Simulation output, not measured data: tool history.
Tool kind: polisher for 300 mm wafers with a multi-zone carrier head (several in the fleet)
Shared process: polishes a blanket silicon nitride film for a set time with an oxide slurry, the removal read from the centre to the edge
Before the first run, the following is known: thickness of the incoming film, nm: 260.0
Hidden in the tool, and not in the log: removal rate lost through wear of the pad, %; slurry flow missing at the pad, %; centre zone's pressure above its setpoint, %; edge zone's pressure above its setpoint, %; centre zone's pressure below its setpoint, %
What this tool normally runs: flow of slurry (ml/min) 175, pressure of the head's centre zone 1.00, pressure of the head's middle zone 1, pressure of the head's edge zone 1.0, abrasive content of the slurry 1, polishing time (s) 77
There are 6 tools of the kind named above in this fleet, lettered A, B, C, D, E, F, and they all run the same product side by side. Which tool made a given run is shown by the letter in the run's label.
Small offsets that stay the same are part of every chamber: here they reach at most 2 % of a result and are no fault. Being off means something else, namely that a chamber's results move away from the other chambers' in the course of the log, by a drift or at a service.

| run | hour | flow of slurry (ml/min) | pressure of the head's centre zone | pressure of the head's middle zone | pressure of the head's edge zone | abrasive content of the slurry | polishing time (s) | wafers polished on this pad | hours since the slurry nozzle was cleaned | hours since the centre zone pressure was calibrated | hours since the edge zone pressure was calibrated | film removed at the wafer's centre (nm) | film removed at mid-radius (nm) | film removed at the wafer's edge (nm) |
|---|---|---|---|---|---|---|---|---|---|---|---|---|---|---|
| 1B | 5.1 | 175 | 1.00 | 1 | 1.0 | 1 | 77 | 386 | 756.6 | 748.5 | 503.3 | 47.365 | 46.706 | 46.402 |
| 2A | 10.6 | 175 | 1.00 | 1 | 1.0 | 1 | 77 | 771 | 276.7 | 781.6 | 385.0 | 46.424 | 46.713 | 47.987 |
| 3F | 15.0 | 175 | 1.00 | 1 | 1.0 | 1 | 77 | 458 | 442.6 | 134.2 | 725.7 | 47.261 | 46.063 | 47.229 |
| 4D | 19.3 | 175 | 1.00 | 1 | 1.0 | 1 | 77 | 1402 | 387.0 | 679.8 | 206.1 | 46.339 | 45.753 | 45.756 |
|  | 20.3 | chamber C: edge zone pressure recalibrated |
|  | 21.1 | chamber D: worn pad replaced by a new one |
|  | 22.4 | chamber A: worn pad replaced by a new one |
|  | 25.5 | chamber C: worn pad replaced by a new one |
| 5C | 25.6 | 175 | 1.00 | 1 | 1.0 | 1 | 77 | 1 | 79.9 | 432.8 | 5.4 | 47.436 | 46.251 | 46.191 |
|  | 29.2 | chamber B: centre zone pressure recalibrated |
| 6E | 30.3 | 175 | 0.95 | 1 | 1.0 | 1 | 77 | 507 | 178.0 | 641.3 | 299.0 | 44.000 | 46.895 | 48.047 |
| 7B | 34.6 | 175 | 0.95 | 1 | 1.0 | 1 | 77 | 811 | 786.1 | 5.5 | 532.8 | 43.035 | 46.486 | 46.095 |
| 8A | 37.8 | 175 | 0.95 | 1 | 1.0 | 1 | 77 | 222 | 303.9 | 808.8 | 412.2 | 44.051 | 47.008 | 47.124 |
|  | 39.3 | chamber B: slurry nozzle cleaned |
|  | 39.4 | chamber E: worn pad replaced by a new one |
| 9F | 44.8 | 175 | 0.95 | 1 | 1.0 | 1 | 77 | 888 | 472.4 | 164.0 | 755.5 | 43.363 | 45.913 | 46.099 |
| 10E | 48.7 | 175 | 0.95 | 1 | 1.0 | 1 | 77 | 134 | 196.4 | 659.7 | 317.4 | 43.488 | 47.466 | 46.988 |
| 11C | 54.0 | 175 | 0.95 | 1 | 1.0 | 1 | 77 | 411 | 108.3 | 461.2 | 33.8 | 44.018 | 45.973 | 46.203 |
|  | 55.1 | chamber B: worn pad replaced by a new one |
|  | 56.2 | chamber D: slurry nozzle cleaned |
| 12D | 59.8 | 175 | 1.00 | 1 | 1.0 | 1 | 77 | 558 | 3.7 | 720.3 | 246.6 | 46.747 | 45.797 | 46.292 |
| 13E | 64.2 | 175 | 1.00 | 1 | 1.0 | 1 | 77 | 357 | 211.9 | 675.2 | 332.9 | 46.318 | 47.103 | 48.493 |
|  | 64.9 | chamber C: worn pad replaced by a new one |
|  | 66.2 | chamber E: slurry nozzle cleaned |
| 14B | 68.8 | 175 | 1.00 | 1 | 1.0 | 1 | 77 | 198 | 29.5 | 39.7 | 567.0 | 46.337 | 46.827 | 46.275 |
| 15A | 74.8 | 175 | 1.00 | 1 | 1.0 | 1 | 77 | 755 | 340.9 | 845.8 | 449.2 | 46.755 | 46.507 | 46.196 |
| 16C | 79.6 | 175 | 1.00 | 1 | 1.0 | 1 | 77 | 211 | 133.9 | 486.8 | 59.4 | 46.760 | 45.747 | 47.440 |
| 17D | 86.7 | 175 | 1.00 | 1 | 1.0 | 1 | 77 | 946 | 30.6 | 747.2 | 273.5 | 47.147 | 45.303 | 46.029 |
|  | 91.6 | chamber A: worn pad replaced by a new one |
| 18F | 92.6 | 175 | 1.00 | 1 | 1.0 | 1 | 77 | 1576 | 520.2 | 211.8 | 803.3 | 45.404 | 45.418 | 45.006 |
| 19E | 96.0 | 175 | 0.96 | 1 | 1.0 | 1 | 77 | 815 | 29.9 | 707.0 | 364.7 | 45.015 | 47.471 | 47.536 |
|  | 96.9 | chamber E: worn pad replaced by a new one |
| 20C | 101.5 | 175 | 0.96 | 1 | 1.0 | 1 | 77 | 527 | 155.8 | 508.7 | 81.3 | 45.028 | 46.966 | 47.229 |
| 21A | 105.7 | 175 | 0.96 | 1 | 1.0 | 1 | 77 | 203 | 371.8 | 876.7 | 480.1 | 44.352 | 46.837 | 48.025 |
|  | 107.6 | chamber C: worn pad replaced by a new one |
| 22B | 110.8 | 175 | 0.96 | 1 | 1.0 | 1 | 77 | 803 | 71.5 | 81.7 | 609.0 | 44.612 | 46.847 | 47.027 |
| 23D | 115.8 | 175 | 0.96 | 1 | 1.0 | 1 | 77 | 1365 | 59.7 | 776.3 | 302.6 | 44.911 | 45.196 | 45.976 |
| 24F | 119.4 | 175 | 0.96 | 1 | 1.0 | 1 | 77 | 1962 | 547.0 | 238.6 | 830.1 | 42.320 | 43.907 | 44.083 |
|  | 124.6 | chamber A: centre zone pressure recalibrated |
| 25D | 125.7 | 175 | 1.00 | 1 | 1.0 | 1 | 77 | 1508 | 69.6 | 786.2 | 312.5 | 46.115 | 45.359 | 45.266 |
|  | 126.0 | chamber D: worn pad replaced by a new one |
| 26A | 129.6 | 175 | 1.00 | 1 | 1.0 | 1 | 77 | 548 | 395.7 | 5.0 | 504.0 | 47.060 | 46.728 | 46.486 |
| 27F | 134.1 | 175 | 1.00 | 1 | 1.0 | 1 | 77 | 2174 | 561.7 | 253.3 | 844.8 | 42.783 | 43.240 | 43.887 |
| 28C | 141.0 | 175 | 1.00 | 1 | 1.0 | 1 | 77 | 481 | 195.3 | 548.2 | 120.8 | 47.511 | 46.905 | 46.351 |
|  | 144.5 | chamber E: worn pad replaced by a new one |
| 29B | 145.9 | 175 | 1.00 | 1 | 1.0 | 1 | 77 | 1309 | 106.6 | 116.8 | 644.1 | 45.502 | 46.711 | 47.272 |
| 30E | 151.2 | 175 | 1.00 | 1 | 1.0 | 1 | 77 | 96 | 85.1 | 762.2 | 419.9 | 45.980 | 47.066 | 48.133 |
|  | 152.2 | chamber C: worn pad replaced by a new one |
|  | 152.9 | chamber B: worn pad replaced by a new one |
| 31A | 155.0 | 175 | 1.00 | 1 | 1.0 | 1 | 77 | 913 | 421.1 | 30.4 | 529.4 | 46.450 | 46.526 | 47.102 |
| 32E | 162.0 | 175 | 1.00 | 1 | 1.1 | 1 | 77 | 252 | 95.9 | 773.0 | 430.7 | 46.305 | 47.367 | 51.456 |
|  | 163.5 | chamber A: worn pad replaced by a new one |
| 33F | 166.9 | 175 | 1.00 | 1 | 1.1 | 1 | 77 | 2647 | 594.5 | 286.1 | 877.6 | 41.976 | 41.782 | 42.894 |
| 34D | 172.1 | 175 | 1.00 | 1 | 1.1 | 1 | 77 | 664 | 116.0 | 832.6 | 358.9 | 46.535 | 46.051 | 49.463 |
| 35C | 178.8 | 175 | 1.00 | 1 | 1.1 | 1 | 77 | 384 | 233.1 | 586.0 | 158.6 | 46.913 | 46.599 | 48.469 |
| 36B | 184.7 | 175 | 1.00 | 1 | 1.1 | 1 | 77 | 458 | 145.4 | 155.6 | 682.9 | 46.243 | 46.857 | 49.009 |
|  | 188.2 | chamber C: worn pad replaced by a new one |
| 37A | 188.5 | 175 | 1.00 | 1 | 1.1 | 1 | 77 | 360 | 454.6 | 63.9 | 562.9 | 46.206 | 46.680 | 49.541 |
| 38C | 195.4 | 175 | 1.00 | 1 | 1.0 | 1 | 77 | 105 | 249.7 | 602.6 | 175.2 | 46.533 | 47.131 | 46.484 |
| 39F | 202.1 | 175 | 1.00 | 1 | 1.0 | 1 | 77 | 3154 | 629.7 | 321.3 | 912.8 | 41.253 | 40.152 | 40.852 |

All 6 chambers run these settings next. Forecast each chamber's results:
| 40A | 207.3 | 175 | 1.00 | 1 | 1.0 | 1 | 77 |  |  |  |  | ? | ? | ? |
| 40B | 207.3 | 175 | 1.00 | 1 | 1.0 | 1 | 77 |  |  |  |  | ? | ? | ? |
| 40C | 207.3 | 175 | 1.00 | 1 | 1.0 | 1 | 77 |  |  |  |  | ? | ? | ? |
| 40D | 207.3 | 175 | 1.00 | 1 | 1.0 | 1 | 77 |  |  |  |  | ? | ? | ? |
| 40E | 207.3 | 175 | 1.00 | 1 | 1.0 | 1 | 77 |  |  |  |  | ? | ? | ? |
| 40F | 207.3 | 175 | 1.00 | 1 | 1.0 | 1 | 77 |  |  |  |  | ? | ? | ? |

| run | film removed at the wafer's centre (nm) | film removed at mid-radius (nm) | film removed at the wafer's edge (nm) |
|---|---|---|---|
| 40A | 47.064 | 46.991 | 46.314 |
| 40B | 46.396 | 47.098 | 46.766 |
| 40C | 46.645 | 46.066 | 46.409 |
| 40D | 46.313 | 45.504 | 45.258 |
| 40E | 45.872 | 47.218 | 47.746 |
| 40F | 39.846 | 39.926 | 39.379 |

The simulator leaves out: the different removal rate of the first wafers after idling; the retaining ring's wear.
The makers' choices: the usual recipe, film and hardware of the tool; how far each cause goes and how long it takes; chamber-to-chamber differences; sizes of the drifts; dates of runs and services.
